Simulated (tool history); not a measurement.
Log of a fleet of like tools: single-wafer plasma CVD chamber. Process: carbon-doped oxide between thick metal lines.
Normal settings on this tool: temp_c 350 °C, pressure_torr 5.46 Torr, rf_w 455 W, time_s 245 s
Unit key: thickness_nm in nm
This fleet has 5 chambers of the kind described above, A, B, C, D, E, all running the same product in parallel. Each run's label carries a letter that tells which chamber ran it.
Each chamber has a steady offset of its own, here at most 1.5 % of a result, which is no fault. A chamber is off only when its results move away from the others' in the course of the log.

run,hour,temp_c,pressure_torr,rf_w,time_s,hours since the last thermocouple change,hours since the last RF generator calibration,hours since the last manometer calibration,"read-back reference wafer on the same gauge, thickness_nm",thickness_nm
1E,5.8,350,5.46,455,245,356.2,2689,464.1,1258.9,1166
2B,14.6,350,5.46,455,245,781.3,1910.9,179.6,1260.5,1159.2
3D,21.3,350,5.46,455,245,56.2,1456,2223.1,1260,1171.5
4A,26.1,350,5.46,455,245,340.3,360.3,1108,1260.9,1181.1
5C,31.1,350,5.46,455,245,674.3,760.3,512.6,1260.3,1168.8
6A,39.8,350,5.46,455,245,354,374,1121.7,1259.4,1179.1
7C,47.8,350,5.46,455,245,691,777,529.3,1260.1,1172.5
8E,56.5,350,5.46,455,245,406.9,2739.7,514.8,1259.9,1169.9
9B,62.3,350,5.46,455,245,829,1958.6,227.3,1258.9,1163.2
10D,71.1,350,5.46,495,245,106,1505.8,2272.9,1259.3,1230.3
11E,75.6,350,5.46,495,245,426,2758.8,533.9,1259.5,1237.9
12C,81.1,350,5.46,495,245,724.3,810.3,562.6,1259.9,1225.9
13B,88.6,350,5.46,495,245,855.3,1984.9,253.6,1258.2,1223.5
# hour 90.3: chamber E: RF generator calibrated
14D,95.3,350,5.46,495,245,130.2,1530,2297.1,1260.6,1230.9
15A,103.3,350,5.46,455,245,417.5,437.5,1185.2,1260.8,1181.5
16B,111.2,350,5.46,455,245,877.9,2007.5,276.2,1259.9,1160.4
17A,119.3,350,5.46,455,245,433.5,453.5,1201.2,1259.4,1176.3
18D,128.2,350,5.46,455,245,163.1,1562.9,2330,1259.4,1157.8
19C,134.5,350,5.46,455,245,777.7,863.7,616,1260,1169.8
20E,140.2,350,5.46,455,245,490.6,50,598.5,1259.9,1172.2
21B,146.5,350,5.46,455,245,913.2,2042.8,311.5,1261.2,1155.8
22E,152.6,350,5.46,455,245,503,62.4,610.9,1260.3,1170.7
23C,159.7,350,5.46,455,245,802.9,888.9,641.2,1260,1168.3
24A,168.8,350,5.46,455,245,483,503,1250.7,1260,1178
25D,175.4,350,6.08,410,245,210.3,1610.1,2377.2,1260.1,1094.6
26C,182.8,350,6.08,410,245,826,912,664.3,1260,1107.2
27D,191.1,350,6.08,410,245,226,1625.8,2392.9,1260,1090.2
28E,199.8,350,6.08,410,245,550.2,109.6,658.1,1261,1102.6
29A,207.5,350,6.08,410,245,521.7,541.7,1289.4,1259.8,1104.6
30B,216.8,350,5.46,455,245,983.5,2113.1,381.8,1260.6,1168.2
31E,226.1,350,5.46,455,245,576.5,135.9,684.4,1261.7,1172.5
32D,230.2,350,5.46,455,245,265.1,1664.9,2432,1259.5,1164.3

All chambers now run identical settings, listed one chamber a line with results as question marks. What results will each chamber show?
33A,237,350,5.46,455,245,,,,,?
33B,237,350,5.46,455,245,,,,,?
33C,237,350,5.46,455,245,,,,,?
33D,237,350,5.46,455,245,,,,,?
33E,237,350,5.46,455,245,,,,,?

run,thickness_nm
33A,1184
33B,1156.3
33C,1173.9
33D,1166
33E,1169.9

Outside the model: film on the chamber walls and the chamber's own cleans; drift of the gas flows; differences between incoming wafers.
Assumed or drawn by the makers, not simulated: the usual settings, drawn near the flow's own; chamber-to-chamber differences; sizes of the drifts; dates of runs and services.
